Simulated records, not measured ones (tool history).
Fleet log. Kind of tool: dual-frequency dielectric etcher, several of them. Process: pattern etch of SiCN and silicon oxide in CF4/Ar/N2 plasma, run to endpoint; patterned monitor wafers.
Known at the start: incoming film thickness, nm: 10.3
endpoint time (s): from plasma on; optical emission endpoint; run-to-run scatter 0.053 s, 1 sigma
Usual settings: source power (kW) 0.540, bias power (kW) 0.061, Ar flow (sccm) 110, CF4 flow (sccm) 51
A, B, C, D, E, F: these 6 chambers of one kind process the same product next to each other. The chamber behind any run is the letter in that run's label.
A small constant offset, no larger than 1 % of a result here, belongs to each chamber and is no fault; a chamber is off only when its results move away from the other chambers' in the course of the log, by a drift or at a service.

run,hour,source power (kW),bias power (kW),Ar flow (sccm),CF4 flow (sccm),endpoint time (s)
# hour 5.1: chamber E: wet clean of the chamber
# hour 14.3: chamber B: wet clean of the chamber
1A,15.2,0.540,0.061,110,51,11.500
2C,30.3,0.540,0.061,110,51,11.626
3F,39.3,0.540,0.061,110,51,11.669
4E,50.9,0.540,0.061,110,51,11.587
5B,61.5,0.540,0.061,110,51,11.643
6D,72.7,0.540,0.061,110,51,11.522
7E,83.7,0.540,0.061,110,51,11.628
8B,91.9,0.540,0.061,110,51,11.695
9A,106.3,0.540,0.061,110,51,11.513
# hour 111.1: chamber C: wet clean of the chamber
10D,113.5,0.540,0.061,110,51,11.521
# hour 116.4: chamber D: wet clean of the chamber
11F,120.1,0.540,0.061,110,51,11.591
12C,130.1,0.540,0.061,110,51,11.505
13D,144.0,0.540,0.061,110,51,11.631
14B,152.0,0.540,0.061,110,51,11.559
15A,165.5,0.540,0.061,110,51,11.569
16F,172.5,0.540,0.061,110,51,11.563
17E,182.4,0.540,0.061,110,51,11.535
18C,189.3,0.540,0.061,110,51,11.511
# hour 194.7: chamber A: Ar flow controller replaced
19D,202.9,0.540,0.061,110,51,11.503
# hour 215.6: chamber F: wet clean of the chamber
20E,215.6,0.540,0.061,110,51,11.523
21A,230.3,0.540,0.061,110,51,11.480
22C,242.6,0.540,0.056,110,51,11.975
23B,255.8,0.540,0.056,110,51,12.011
24F,268.3,0.540,0.056,110,51,11.948
25B,276.2,0.540,0.056,110,51,12.032
26F,283.1,0.540,0.056,110,51,11.839
27A,296.3,0.540,0.056,110,51,11.761
28C,308.0,0.540,0.061,110,51,11.563
# hour 312.3: chamber C: Ar flow controller replaced
29E,314.8,0.540,0.061,127,51,11.952
30D,321.6,0.540,0.061,127,51,11.825
# hour 330.5: chamber E: bias power generator calibrated
31E,334.0,0.540,0.061,127,51,11.903
32F,349.2,0.540,0.061,127,51,11.835
33A,363.2,0.540,0.061,127,51,11.802
34D,371.6,0.540,0.061,127,51,11.758
35C,379.9,0.540,0.061,110,51,11.593
36B,392.0,0.540,0.061,110,51,11.623
37E,401.1,0.540,0.061,110,51,11.687
38B,410.1,0.540,0.061,110,51,11.593

The same settings go to every chamber for the next run, one line per chamber below. Forecast the results for each:
39A,421.1,0.540,0.074,110,51,?
39B,421.1,0.540,0.074,110,51,?
39C,421.1,0.540,0.074,110,51,?
39D,421.1,0.540,0.074,110,51,?
39E,421.1,0.540,0.074,110,51,?
39F,421.1,0.540,0.074,110,51,?

run,endpoint time (s)
39A,10.837
39B,10.954
39C,10.834
39D,10.788
39E,10.824
39F,10.775
